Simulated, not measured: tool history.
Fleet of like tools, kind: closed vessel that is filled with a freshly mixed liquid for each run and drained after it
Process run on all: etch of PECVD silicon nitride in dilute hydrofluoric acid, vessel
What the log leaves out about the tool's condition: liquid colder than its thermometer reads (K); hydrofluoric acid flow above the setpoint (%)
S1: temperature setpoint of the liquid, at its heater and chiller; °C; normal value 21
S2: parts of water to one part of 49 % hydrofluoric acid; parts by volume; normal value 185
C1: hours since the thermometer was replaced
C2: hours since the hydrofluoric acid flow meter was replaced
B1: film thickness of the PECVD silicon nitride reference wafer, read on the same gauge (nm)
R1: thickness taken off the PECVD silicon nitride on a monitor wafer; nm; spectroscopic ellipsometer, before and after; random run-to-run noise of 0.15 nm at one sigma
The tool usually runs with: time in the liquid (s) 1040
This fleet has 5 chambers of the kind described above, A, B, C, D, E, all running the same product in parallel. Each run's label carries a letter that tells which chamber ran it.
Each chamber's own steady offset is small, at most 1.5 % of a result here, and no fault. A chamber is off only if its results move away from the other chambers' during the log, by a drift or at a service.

-- hour=3.2 chamber A: hydrofluoric acid flow meter replaced
run 1C hour=7.4 | S1=21 S2=185 time_in_the_liquid_(s)=1040 | C1=125.1 C2=906.5 | B1=90.015 | R1=26.579
run 2E hour=13.1 | S1=21 S2=185 time_in_the_liquid_(s)=1040 | C1=797.9 C2=505.8 | B1=89.995 | R1=26.166
run 3B hour=19.1 | S1=21 S2=185 time_in_the_liquid_(s)=1040 | C1=148.7 C2=253 | B1=89.99 | R1=26.422
run 4D hour=26.4 | S1=21 S2=185 time_in_the_liquid_(s)=1040 | C1=103 C2=132.6 | B1=90.007 | R1=26.253
run 5A hour=31 | S1=21 S2=185 time_in_the_liquid_(s)=1040 | C1=1082.1 C2=27.8 | B1=90.027 | R1=26.314
run 6D hour=37.6 | S1=21 S2=185 time_in_the_liquid_(s)=1040 | C1=114.2 C2=143.8 | B1=89.97 | R1=26.152
run 7A hour=45.8 | S1=21 S2=185 time_in_the_liquid_(s)=1040 | C1=1096.9 C2=42.6 | B1=90.01 | R1=26.213
run 8E hour=53.4 | S1=21 S2=185 time_in_the_liquid_(s)=1040 | C1=838.2 C2=546.1 | B1=90 | R1=26.268
run 9C hour=58.5 | S1=21 S2=185 time_in_the_liquid_(s)=1040 | C1=176.2 C2=957.6 | B1=90 | R1=26.487
run 10B hour=66.3 | S1=21 S2=185 time_in_the_liquid_(s)=1040 | C1=195.9 C2=300.2 | B1=90.005 | R1=26.405
run 11D hour=72.3 | S1=21 S2=185 time_in_the_liquid_(s)=1040 | C1=148.9 C2=178.5 | B1=89.996 | R1=26.282
run 12A hour=78.3 | S1=21 S2=185 time_in_the_liquid_(s)=1040 | C1=1129.4 C2=75.1 | B1=89.989 | R1=26.464
run 13B hour=82.6 | S1=22.5 S2=115 time_in_the_liquid_(s)=1040 | C1=212.2 C2=316.5 | B1=90.001 | R1=46.894
run 14E hour=88.8 | S1=22.5 S2=115 time_in_the_liquid_(s)=1040 | C1=873.6 C2=581.5 | B1=89.992 | R1=46.557
run 15C hour=94.6 | S1=22.5 S2=115 time_in_the_liquid_(s)=1040 | C1=212.3 C2=993.7 | B1=89.991 | R1=46.01
run 16A hour=100.2 | S1=22.5 S2=115 time_in_the_liquid_(s)=1040 | C1=1151.3 C2=97 | B1=89.973 | R1=45.979
run 17C hour=108 | S1=22.5 S2=115 time_in_the_liquid_(s)=1040 | C1=225.7 C2=1007.1 | B1=89.985 | R1=46.449
run 18D hour=115.9 | S1=21 S2=255 time_in_the_liquid_(s)=1040 | C1=192.5 C2=222.1 | B1=89.993 | R1=19.317
run 19E hour=121 | S1=21 S2=255 time_in_the_liquid_(s)=1040 | C1=905.8 C2=613.7 | B1=90.008 | R1=18.938
run 20B hour=129 | S1=21 S2=255 time_in_the_liquid_(s)=1040 | C1=258.6 C2=362.9 | B1=90.002 | R1=19.185
run 21D hour=138 | S1=21 S2=255 time_in_the_liquid_(s)=1040 | C1=214.6 C2=244.2 | B1=89.985 | R1=19.055
run 22E hour=146.8 | S1=21 S2=255 time_in_the_liquid_(s)=1040 | C1=931.6 C2=639.5 | B1=89.991 | R1=18.844
run 23A hour=151.1 | S1=21 S2=185 time_in_the_liquid_(s)=1040 | C1=1202.2 C2=147.9 | B1=90.024 | R1=26.329
run 24B hour=159.3 | S1=21 S2=185 time_in_the_liquid_(s)=1325 | C1=288.9 C2=393.2 | B1=89.996 | R1=33.43
run 25C hour=165.9 | S1=21 S2=185 time_in_the_liquid_(s)=1325 | C1=283.6 C2=1065 | B1=90.006 | R1=33.783
run 26A hour=170.8 | S1=21 S2=185 time_in_the_liquid_(s)=1325 | C1=1221.9 C2=167.6 | B1=90.021 | R1=33.39
run 27B hour=178.7 | S1=21 S2=185 time_in_the_liquid_(s)=1325 | C1=308.3 C2=412.6 | B1=89.989 | R1=33.598
run 28C hour=185.1 | S1=21 S2=185 time_in_the_liquid_(s)=1325 | C1=302.8 C2=1084.2 | B1=89.994 | R1=33.717
run 29D hour=189.7 | S1=21 S2=185 time_in_the_liquid_(s)=1040 | C1=266.3 C2=295.9 | B1=90.01 | R1=25.988
run 30E hour=198 | S1=21 S2=185 time_in_the_liquid_(s)=1040 | C1=982.8 C2=690.7 | B1=89.997 | R1=25.466
run 31E hour=206.3 | S1=21 S2=185 time_in_the_liquid_(s)=1040 | C1=991.1 C2=699 | B1=89.967 | R1=25.717
run 32D hour=214 | S1=21 S2=185 time_in_the_liquid_(s)=1040 | C1=290.6 C2=320.2 | B1=89.992 | R1=26.201
run 33B hour=219.3 | S1=21 S2=185 time_in_the_liquid_(s)=1040 | C1=348.9 C2=453.2 | B1=89.994 | R1=26.289
run 34A hour=223.5 | S1=21 S2=185 time_in_the_liquid_(s)=1040 | C1=1274.6 C2=220.3 | B1=90.008 | R1=25.929
run 35C hour=227.8 | S1=21 S2=185 time_in_the_liquid_(s)=1040 | C1=345.5 C2=1126.9 | B1=90.019 | R1=26.429
run 36E hour=236.4 | S1=21 S2=185 time_in_the_liquid_(s)=1040 | C1=1021.2 C2=729.1 | B1=90 | R1=25.439
run 37A hour=241.6 | S1=21 S2=185 time_in_the_liquid_(s)=1040 | C1=1292.7 C2=238.4 | B1=90.004 | R1=26.125
run 38D hour=246.4 | S1=21 S2=185 time_in_the_liquid_(s)=1040 | C1=323 C2=352.6 | B1=90.003 | R1=26.207
run 39C hour=253.3 | S1=21 S2=185 time_in_the_liquid_(s)=1040 | C1=371 C2=1152.4 | B1=90.005 | R1=26.686
run 40B hour=257.6 | S1=21 S2=185 time_in_the_liquid_(s)=1040 | C1=387.2 C2=491.5 | B1=90.004 | R1=26.575
run 41C hour=264.5 | S1=21 S2=185 time_in_the_liquid_(s)=1040 | C1=382.2 C2=1163.6 | B1=89.987 | R1=26.691
run 42D hour=271.3 | S1=21 S2=185 time_in_the_liquid_(s)=1040 | C1=347.9 C2=377.5 | B1=90.007 | R1=26.407
run 43E hour=277.2 | S1=21 S2=185 time_in_the_liquid_(s)=1040 | C1=1062 C2=769.9 | B1=90.009 | R1=25.61

Is one chamber off against the others, does the gauge drift, or is nothing wrong? If a chamber is off, say which, and what the likeliest cause is.

It is chamber E that slowly wanders off from its peers.
Likeliest cause: liquid colder than its thermometer reads (K) = 0.523.
Not necessarily distinguishable in this log from: hydrofluoric acid flow below the setpoint (%).

Chamber E could run next with any of the 4 candidate recipes listed below; each alters the usual settings, and their results appear as question marks. Which one brings its results back in line with what the other chambers deliver on the usual settings?
In line here means within this much of the mean the other chambers give on the usual settings: R1 0.52 nm
run 44E-1 hour=283.7 | S1=21 S2=190 time_in_the_liquid_(s)=1000 | R1=?
run 44E-2 hour=283.7 | S1=21.5 S2=185 time_in_the_liquid_(s)=1040 | R1=?
run 44E-3 hour=283.7 | S1=21 S2=185 time_in_the_liquid_(s)=1005 | R1=?
run 44E-4 hour=283.7 | S1=21 S2=180 time_in_the_liquid_(s)=1085 | R1=?

On the usual settings, the other chambers give on average: R1 26.357 nm
run=44E-1 R1=23.777
run=44E-2 R1=26.235
run=44E-3 R1=24.535
run=44E-4 R1=27.216
44E-2 brings the chamber back in line.

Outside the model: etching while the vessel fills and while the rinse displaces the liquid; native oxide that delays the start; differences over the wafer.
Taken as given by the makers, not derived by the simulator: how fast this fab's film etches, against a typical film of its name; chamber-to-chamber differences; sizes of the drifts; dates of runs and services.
